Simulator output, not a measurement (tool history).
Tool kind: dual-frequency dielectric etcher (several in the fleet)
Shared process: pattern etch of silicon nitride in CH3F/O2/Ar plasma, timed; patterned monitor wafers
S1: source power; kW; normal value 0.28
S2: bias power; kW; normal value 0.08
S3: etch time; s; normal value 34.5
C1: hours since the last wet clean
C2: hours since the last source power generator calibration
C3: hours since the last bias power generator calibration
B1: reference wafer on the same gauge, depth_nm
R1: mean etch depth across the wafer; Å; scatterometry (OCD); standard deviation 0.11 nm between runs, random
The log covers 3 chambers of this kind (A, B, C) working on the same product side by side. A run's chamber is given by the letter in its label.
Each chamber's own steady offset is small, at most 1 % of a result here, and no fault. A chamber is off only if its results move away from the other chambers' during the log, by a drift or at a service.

Run 1C, hour 3.4: usual settings; C1 346.7; C2 558.1; C3 2548.8; B1 22.783. Result: R1 219.47 Å.
Run 2A, hour 9.1: usual settings; C1 316.9; C2 141.7; C3 2828.1; B1 22.796. Result: R1 221.21 Å.
Run 3B, hour 14.3: usual settings; C1 510.8; C2 233; C3 719.8; B1 22.817. Result: R1 216.26 Å.
Run 4B, hour 19.3: usual settings; C1 515.8; C2 238; C3 724.8; B1 22.821. Result: R1 217.86 Å.
Run 5C, hour 23.2: usual settings; C1 366.5; C2 577.9; C3 2568.6; B1 22.81. Result: R1 221.88 Å.
Run 6A, hour 29.4: usual settings; C1 337.2; C2 162; C3 2848.4; B1 22.804. Result: R1 219.55 Å.
At hour 34.5: chamber B: wet clean of the chamber.
Run 7A, hour 35.5: usual settings but S1 0.33 kW, S2 0.061 kW; C1 343.3; C2 168.1; C3 2854.5; B1 22.801. Result: R1 216.04 Å.
Run 8B, hour 38.6: usual settings but S1 0.33 kW, S2 0.061 kW; C1 4.2; C2 257.3; C3 744.1; B1 22.812. Result: R1 211.22 Å.
Run 9C, hour 42.5: usual settings but S1 0.33 kW, S2 0.061 kW; C1 385.8; C2 597.2; C3 2587.9; B1 22.81. Result: R1 214.79 Å.
Run 10C, hour 48.8: usual settings; C1 392.1; C2 603.5; C3 2594.2; B1 22.808. Result: R1 220.63 Å.
Run 11A, hour 54.4: usual settings but S1 0.25 kW, S2 0.069 kW; C1 362.2; C2 187; C3 2873.4; B1 22.804. Result: R1 201.36 Å.
Run 12B, hour 58.3: usual settings but S1 0.25 kW, S2 0.069 kW; C1 23.9; C2 277; C3 763.8; B1 22.813. Result: R1 197.7 Å.
Run 13B, hour 64.6: usual settings but S1 0.25 kW, S2 0.069 kW; C1 30.2; C2 283.3; C3 770.1; B1 22.831. Result: R1 196.63 Å.
Run 14C, hour 69.4: usual settings; C1 412.7; C2 624.1; C3 2614.8; B1 22.796. Result: R1 220.25 Å.
Run 15A, hour 75.5: usual settings; C1 383.3; C2 208.1; C3 2894.5; B1 22.814. Result: R1 222.05 Å.
Run 16C, hour 80.6: usual settings; C1 423.9; C2 635.3; C3 2626; B1 22.822. Result: R1 219.17 Å.
Run 17B, hour 85.9: usual settings; C1 51.5; C2 304.6; C3 791.4; B1 22.781. Result: R1 216.69 Å.
Run 18A, hour 90.6: usual settings but S2 0.091 kW; C1 398.4; C2 223.2; C3 2909.6; B1 22.772. Result: R1 231.35 Å.
Run 19C, hour 95.7: usual settings but S2 0.091 kW; C1 439; C2 650.4; C3 2641.1; B1 22.798. Result: R1 230.77 Å.
Run 20A, hour 100.2: usual settings but S2 0.091 kW; C1 408; C2 232.8; C3 2919.2; B1 22.803. Result: R1 230.45 Å.
Run 21B, hour 103.4: usual settings; C1 69; C2 322.1; C3 808.9; B1 22.814. Result: R1 215.5 Å.
Run 22A, hour 106.5: usual settings but S3 40 s; C1 414.3; C2 239.1; C3 2925.5; B1 22.785. Result: R1 258.07 Å.
Run 23B, hour 109.6: usual settings but S3 40 s; C1 75.2; C2 328.3; C3 815.1; B1 22.767. Result: R1 252.48 Å.
At hour 112.6: chamber A: wet clean of the chamber.
Run 24C, hour 114: usual settings but S3 40 s; C1 457.3; C2 668.7; C3 2659.4; B1 22.796. Result: R1 258.32 Å.
Run 25A, hour 120.5: usual settings; C1 7.9; C2 253.1; C3 2939.5; B1 22.823. Result: R1 211.97 Å.
Run 26B, hour 126: usual settings; C1 91.6; C2 344.7; C3 831.5; B1 22.805. Result: R1 215.2 Å.
Run 27C, hour 130.8: usual settings; C1 474.1; C2 685.5; C3 2676.2; B1 22.805. Result: R1 221.28 Å.
Run 28B, hour 134: usual settings; C1 99.6; C2 352.7; C3 839.5; B1 22.817. Result: R1 215.22 Å.
Run 29A, hour 139: usual settings; C1 26.4; C2 271.6; C3 2958; B1 22.791. Result: R1 209 Å.
Run 30C, hour 142.8: usual settings; C1 486.1; C2 697.5; C3 2688.2; B1 22.814. Result: R1 220.71 Å.
Run 31C, hour 148.4: usual settings; C1 491.7; C2 703.1; C3 2693.8; B1 22.806. Result: R1 219.29 Å.
Run 32A, hour 151.6: usual settings; C1 39; C2 284.2; C3 2970.6; B1 22.793. Result: R1 210.76 Å.
Run 33B, hour 155.4: usual settings but S3 26 s; C1 121; C2 374.1; C3 860.9; B1 22.825. Result: R1 164.78 Å.
Run 34C, hour 160.7: usual settings but S3 26 s; C1 504; C2 715.4; C3 2706.1; B1 22.827. Result: R1 166.85 Å.
Run 35B, hour 164.3: usual settings but S3 26 s; C1 129.9; C2 383; C3 869.8; B1 22.791. Result: R1 162.53 Å.
Run 36A, hour 168.7: usual settings; C1 56.1; C2 301.3; C3 2987.7; B1 22.803. Result: R1 211.27 Å.
Run 37A, hour 175.4: usual settings; C1 62.8; C2 308; C3 2994.4; B1 22.807. Result: R1 209.21 Å.

What goes on in this fleet: one chamber off, a drifting gauge, or nothing beyond the chambers' own small offsets? Name the chamber and the cause, if any.

A service left chamber A off against the others.
What lies behind it: etch rate under this chamber's usual, % = 4.76.

Here are 4 candidates for chamber A's next run, each the usual settings with a change, their results left as question marks. Which one brings its results back in line with what the others give on the usual settings?
In line means no further than this from the other chambers' mean on the usual settings: R1 3.7 Å
Run 38A-1, hour 180.1: usual settings but S3 35 s. Result: R1 ?.
Run 38A-2, hour 180.1: usual settings but S3 34 s. Result: R1 ?.
Run 38A-3, hour 180.1: usual settings but S2 0.079 kW, S3 33.5 s. Result: R1 ?.
Run 38A-4, hour 180.1: usual settings but S2 0.088 kW. Result: R1 ?.

Other chambers, usual settings, mean: R1 218.92 Å
  run      R1
38A-1  213.64
38A-2  207.53
38A-3  203.55
38A-4  218.04
The answer is 38A-4, which returns the chamber to within the allowed miss of the others.

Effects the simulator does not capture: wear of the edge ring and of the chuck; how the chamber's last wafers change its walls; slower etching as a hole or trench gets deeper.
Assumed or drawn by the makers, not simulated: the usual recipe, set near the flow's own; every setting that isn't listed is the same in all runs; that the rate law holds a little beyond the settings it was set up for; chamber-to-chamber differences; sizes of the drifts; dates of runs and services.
